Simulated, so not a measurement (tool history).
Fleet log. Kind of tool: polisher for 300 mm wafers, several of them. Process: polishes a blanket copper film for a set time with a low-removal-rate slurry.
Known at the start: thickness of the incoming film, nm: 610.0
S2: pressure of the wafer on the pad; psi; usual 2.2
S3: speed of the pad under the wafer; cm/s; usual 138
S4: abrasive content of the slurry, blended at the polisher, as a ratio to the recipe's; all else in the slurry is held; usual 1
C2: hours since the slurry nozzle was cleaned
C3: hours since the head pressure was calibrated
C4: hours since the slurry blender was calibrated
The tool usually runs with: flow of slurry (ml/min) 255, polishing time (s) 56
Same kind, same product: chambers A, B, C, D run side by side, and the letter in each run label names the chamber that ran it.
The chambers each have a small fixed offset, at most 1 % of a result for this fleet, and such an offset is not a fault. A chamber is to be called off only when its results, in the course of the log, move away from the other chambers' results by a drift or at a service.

{"day": 0.146, "done": "chamber B: slurry blender recalibrated"}
{"run": "1B", "day": 0.212, "flow of slurry (ml/min)": 255, "S2": 2.2, "S3": 138, "S4": 1, "polishing time (s)": 56, "wafers polished on this pad": 449, "C2": 180.4, "C3": 44.1, "C4": 1.6, "film removed (nm)": 205.7}
{"day": 0.312, "done": "chamber D: slurry blender recalibrated"}
{"run": "2D", "day": 0.379, "flow of slurry (ml/min)": 255, "S2": 2.2, "S3": 138, "S4": 1, "polishing time (s)": 56, "wafers polished on this pad": 917, "C2": 527.9, "C3": 426.9, "C4": 1.6, "film removed (nm)": 205.33}
{"day": 0.454, "done": "chamber A: worn pad replaced by a new one"}
{"run": "3A", "day": 0.542, "flow of slurry (ml/min)": 255, "S2": 2.2, "S3": 138, "S4": 1, "polishing time (s)": 56, "wafers polished on this pad": 34, "C2": 95.5, "C3": 854.3, "C4": 58.7, "film removed (nm)": 206.17}
{"day": 0.729, "done": "chamber D: worn pad replaced by a new one"}
{"run": "4C", "day": 0.75, "flow of slurry (ml/min)": 255, "S2": 2.2, "S3": 138, "S4": 1, "polishing time (s)": 56, "wafers polished on this pad": 345, "C2": 295.9, "C3": 497.2, "C4": 263.2, "film removed (nm)": 207.47}
{"run": "5A", "day": 0.979, "flow of slurry (ml/min)": 255, "S2": 2.2, "S3": 138, "S4": 1, "polishing time (s)": 56, "wafers polished on this pad": 200, "C2": 106, "C3": 864.8, "C4": 69.2, "film removed (nm)": 209.52}
{"run": "6B", "day": 1.2, "flow of slurry (ml/min)": 255, "S2": 2.2, "S3": 138, "S4": 1, "polishing time (s)": 56, "wafers polished on this pad": 824, "C2": 204.1, "C3": 67.8, "C4": 25.3, "film removed (nm)": 207.29}
{"run": "7C", "day": 1.358, "flow of slurry (ml/min)": 255, "S2": 2.2, "S3": 138, "S4": 1, "polishing time (s)": 56, "wafers polished on this pad": 576, "C2": 310.5, "C3": 511.8, "C4": 277.8, "film removed (nm)": 206.98}
{"day": 1.517, "done": "chamber C: worn pad replaced by a new one"}
{"run": "8D", "day": 1.571, "flow of slurry (ml/min)": 255, "S2": 2.2, "S3": 138, "S4": 1, "polishing time (s)": 56, "wafers polished on this pad": 320, "C2": 556.5, "C3": 455.5, "C4": 30.2, "film removed (nm)": 208.94}
{"day": 1.679, "done": "chamber B: worn pad replaced by a new one"}
{"run": "9B", "day": 1.742, "flow of slurry (ml/min)": 255, "S2": 2.2, "S3": 138, "S4": 1, "polishing time (s)": 56, "wafers polished on this pad": 23, "C2": 217.1, "C3": 80.8, "C4": 38.3, "film removed (nm)": 207.95}
{"run": "10C", "day": 1.979, "flow of slurry (ml/min)": 255, "S2": 2.2, "S3": 138, "S4": 1, "polishing time (s)": 56, "wafers polished on this pad": 176, "C2": 325.4, "C3": 526.7, "C4": 292.7, "film removed (nm)": 210.58}
{"run": "11D", "day": 2.125, "flow of slurry (ml/min)": 255, "S2": 2.2, "S3": 138, "S4": 1, "polishing time (s)": 56, "wafers polished on this pad": 530, "C2": 569.8, "C3": 468.8, "C4": 43.5, "film removed (nm)": 209.44}
{"run": "12A", "day": 2.3, "flow of slurry (ml/min)": 255, "S2": 2.2, "S3": 138, "S4": 1, "polishing time (s)": 56, "wafers polished on this pad": 701, "C2": 137.7, "C3": 896.5, "C4": 100.9, "film removed (nm)": 206.4}
{"run": "13D", "day": 2.417, "flow of slurry (ml/min)": 255, "S2": 2.2, "S3": 138, "S4": 1, "polishing time (s)": 56, "wafers polished on this pad": 641, "C2": 576.8, "C3": 475.8, "C4": 50.5, "film removed (nm)": 207.39}
{"run": "14B", "day": 2.604, "flow of slurry (ml/min)": 255, "S2": 2.2, "S3": 138, "S4": 1, "polishing time (s)": 56, "wafers polished on this pad": 351, "C2": 237.8, "C3": 101.5, "C4": 59, "film removed (nm)": 207.55}
{"run": "15C", "day": 2.838, "flow of slurry (ml/min)": 255, "S2": 2.2, "S3": 138, "S4": 1, "polishing time (s)": 56, "wafers polished on this pad": 502, "C2": 346, "C3": 547.3, "C4": 313.3, "film removed (nm)": 204.43}
{"run": "16A", "day": 3.05, "flow of slurry (ml/min)": 255, "S2": 2.2, "S3": 138, "S4": 1, "polishing time (s)": 56, "wafers polished on this pad": 986, "C2": 155.7, "C3": 914.5, "C4": 118.9, "film removed (nm)": 203.81}
{"day": 3.162, "done": "chamber C: worn pad replaced by a new one"}
{"run": "17B", "day": 3.204, "flow of slurry (ml/min)": 255, "S2": 2.2, "S3": 138, "S4": 1, "polishing time (s)": 56, "wafers polished on this pad": 578, "C2": 252.2, "C3": 115.9, "C4": 73.4, "film removed (nm)": 208.97}
{"day": 3.379, "done": "chamber D: worn pad replaced by a new one"}
{"run": "18A", "day": 3.412, "flow of slurry (ml/min)": 255, "S2": 2.2, "S3": 138, "S4": 1, "polishing time (s)": 56, "wafers polished on this pad": 1124, "C2": 164.4, "C3": 923.2, "C4": 127.6, "film removed (nm)": 206.66}
{"day": 3.446, "done": "chamber C: slurry blender recalibrated"}
{"run": "19D", "day": 3.529, "flow of slurry (ml/min)": 255, "S2": 2.2, "S3": 138, "S4": 1, "polishing time (s)": 56, "wafers polished on this pad": 58, "C2": 603.5, "C3": 502.5, "C4": 77.2, "film removed (nm)": 207.76}
{"run": "20C", "day": 3.633, "flow of slurry (ml/min)": 255, "S2": 2.2, "S3": 138, "S4": 1, "polishing time (s)": 56, "wafers polished on this pad": 179, "C2": 365.1, "C3": 566.4, "C4": 4.6, "film removed (nm)": 202.88}
{"run": "21B", "day": 3.758, "flow of slurry (ml/min)": 255, "S2": 2.2, "S3": 138, "S4": 1, "polishing time (s)": 56, "wafers polished on this pad": 789, "C2": 265.5, "C3": 129.2, "C4": 86.7, "film removed (nm)": 203.18}
{"run": "22D", "day": 3.967, "flow of slurry (ml/min)": 255, "S2": 2.2, "S3": 138, "S4": 1.2, "polishing time (s)": 75, "wafers polished on this pad": 224, "C2": 614, "C3": 513, "C4": 87.7, "film removed (nm)": 286.14}
{"day": 4.012, "done": "chamber A: head pressure recalibrated"}
{"day": 4.054, "done": "chamber A: worn pad replaced by a new one"}
{"day": 4.067, "done": "chamber B: worn pad replaced by a new one"}
{"run": "23A", "day": 4.2, "flow of slurry (ml/min)": 255, "S2": 2.2, "S3": 138, "S4": 1.2, "polishing time (s)": 75, "wafers polished on this pad": 55, "C2": 183.3, "C3": 4.6, "C4": 146.5, "film removed (nm)": 288.93}
{"run": "24C", "day": 4.371, "flow of slurry (ml/min)": 255, "S2": 2.2, "S3": 138, "S4": 1.2, "polishing time (s)": 75, "wafers polished on this pad": 459, "C2": 382.8, "C3": 584.1, "C4": 22.3, "film removed (nm)": 292.97}
{"run": "25A", "day": 4.583, "flow of slurry (ml/min)": 255, "S2": 2.2, "S3": 138, "S4": 1.2, "polishing time (s)": 75, "wafers polished on this pad": 200, "C2": 192.5, "C3": 13.8, "C4": 155.7, "film removed (nm)": 291.76}
{"run": "26B", "day": 4.7, "flow of slurry (ml/min)": 255, "S2": 2.2, "S3": 138, "S4": 1.3, "polishing time (s)": 50, "wafers polished on this pad": 240, "C2": 288.1, "C3": 151.8, "C4": 109.3, "film removed (nm)": 193.96}
{"day": 4.762, "done": "chamber C: worn pad replaced by a new one"}
{"run": "27D", "day": 4.829, "flow of slurry (ml/min)": 255, "S2": 2.2, "S3": 138, "S4": 1.3, "polishing time (s)": 50, "wafers polished on this pad": 551, "C2": 634.7, "C3": 533.7, "C4": 108.4, "film removed (nm)": 194.68}
{"run": "28C", "day": 4.946, "flow of slurry (ml/min)": 255, "S2": 2.2, "S3": 138, "S4": 1.3, "polishing time (s)": 50, "wafers polished on this pad": 71, "C2": 396.6, "C3": 597.9, "C4": 36.1, "film removed (nm)": 193.1}
{"day": 5.104, "done": "chamber A: slurry blender recalibrated"}
{"day": 5.146, "done": "chamber C: head pressure recalibrated"}
{"run": "29A", "day": 5.158, "flow of slurry (ml/min)": 255, "S2": 2.2, "S3": 138, "S4": 1.3, "polishing time (s)": 50, "wafers polished on this pad": 419, "C2": 206.3, "C3": 27.6, "C4": 1.3, "film removed (nm)": 197.3}
{"run": "30B", "day": 5.288, "flow of slurry (ml/min)": 255, "S2": 2.2, "S3": 138, "S4": 1, "polishing time (s)": 56, "wafers polished on this pad": 463, "C2": 302.2, "C3": 165.9, "C4": 123.4, "film removed (nm)": 205.42}
{"day": 5.45, "done": "chamber D: slurry blender recalibrated"}
{"run": "31C", "day": 5.504, "flow of slurry (ml/min)": 255, "S2": 2.2, "S3": 138, "S4": 1, "polishing time (s)": 56, "wafers polished on this pad": 283, "C2": 410, "C3": 8.6, "C4": 49.5, "film removed (nm)": 207.51}
{"run": "32D", "day": 5.638, "flow of slurry (ml/min)": 255, "S2": 2.2, "S3": 138, "S4": 1, "polishing time (s)": 56, "wafers polished on this pad": 858, "C2": 654.1, "C3": 553.1, "C4": 4.5, "film removed (nm)": 208.6}
{"day": 5.721, "done": "chamber B: slurry blender recalibrated"}
{"run": "33D", "day": 5.854, "flow of slurry (ml/min)": 255, "S2": 2.2, "S3": 138, "S4": 1, "polishing time (s)": 56, "wafers polished on this pad": 940, "C2": 659.3, "C3": 558.3, "C4": 9.7, "film removed (nm)": 207.5}
{"run": "34C", "day": 5.962, "flow of slurry (ml/min)": 255, "S2": 2.2, "S3": 138, "S4": 1, "polishing time (s)": 56, "wafers polished on this pad": 457, "C2": 421, "C3": 19.6, "C4": 60.5, "film removed (nm)": 205.7}
{"day": 6.083, "done": "chamber D: worn pad replaced by a new one"}
{"run": "35A", "day": 6.104, "flow of slurry (ml/min)": 255, "S2": 2.2, "S3": 138, "S4": 1, "polishing time (s)": 56, "wafers polished on this pad": 778, "C2": 229, "C3": 50.3, "C4": 24, "film removed (nm)": 209.46}
{"run": "36B", "day": 6.229, "flow of slurry (ml/min)": 255, "S2": 2.2, "S3": 138, "S4": 1, "polishing time (s)": 56, "wafers polished on this pad": 820, "C2": 324.8, "C3": 188.5, "C4": 12.2, "film removed (nm)": 209.34}
{"run": "37D", "day": 6.45, "flow of slurry (ml/min)": 255, "S2": 2.2, "S3": 138, "S4": 1, "polishing time (s)": 56, "wafers polished on this pad": 139, "C2": 673.6, "C3": 572.6, "C4": 24, "film removed (nm)": 210.5}
{"day": 6.454, "done": "chamber B: worn pad replaced by a new one"}
{"day": 6.604, "done": "chamber C: worn pad replaced by a new one"}
{"run": "38B", "day": 6.642, "flow of slurry (ml/min)": 255, "S2": 2.2, "S3": 138, "S4": 1, "polishing time (s)": 56, "wafers polished on this pad": 72, "C2": 334.7, "C3": 198.4, "C4": 22.1, "film removed (nm)": 207.36}
{"run": "39A", "day": 6.879, "flow of slurry (ml/min)": 255, "S2": 2.2, "S3": 138, "S4": 1, "polishing time (s)": 56, "wafers polished on this pad": 1072, "C2": 247.6, "C3": 68.9, "C4": 42.6, "film removed (nm)": 205.25}
{"run": "40C", "day": 7.05, "flow of slurry (ml/min)": 255, "S2": 2.2, "S3": 138, "S4": 1, "polishing time (s)": 56, "wafers polished on this pad": 169, "C2": 447.1, "C3": 45.7, "C4": 86.6, "film removed (nm)": 207.15}

Is one chamber out of step, is the gauge drifting, or do the chambers differ by no more than their own small offsets? For an off chamber, give its letter and the likeliest cause.

Beyond each chamber's small constant offset nothing stands out, and the gauge stays steady.

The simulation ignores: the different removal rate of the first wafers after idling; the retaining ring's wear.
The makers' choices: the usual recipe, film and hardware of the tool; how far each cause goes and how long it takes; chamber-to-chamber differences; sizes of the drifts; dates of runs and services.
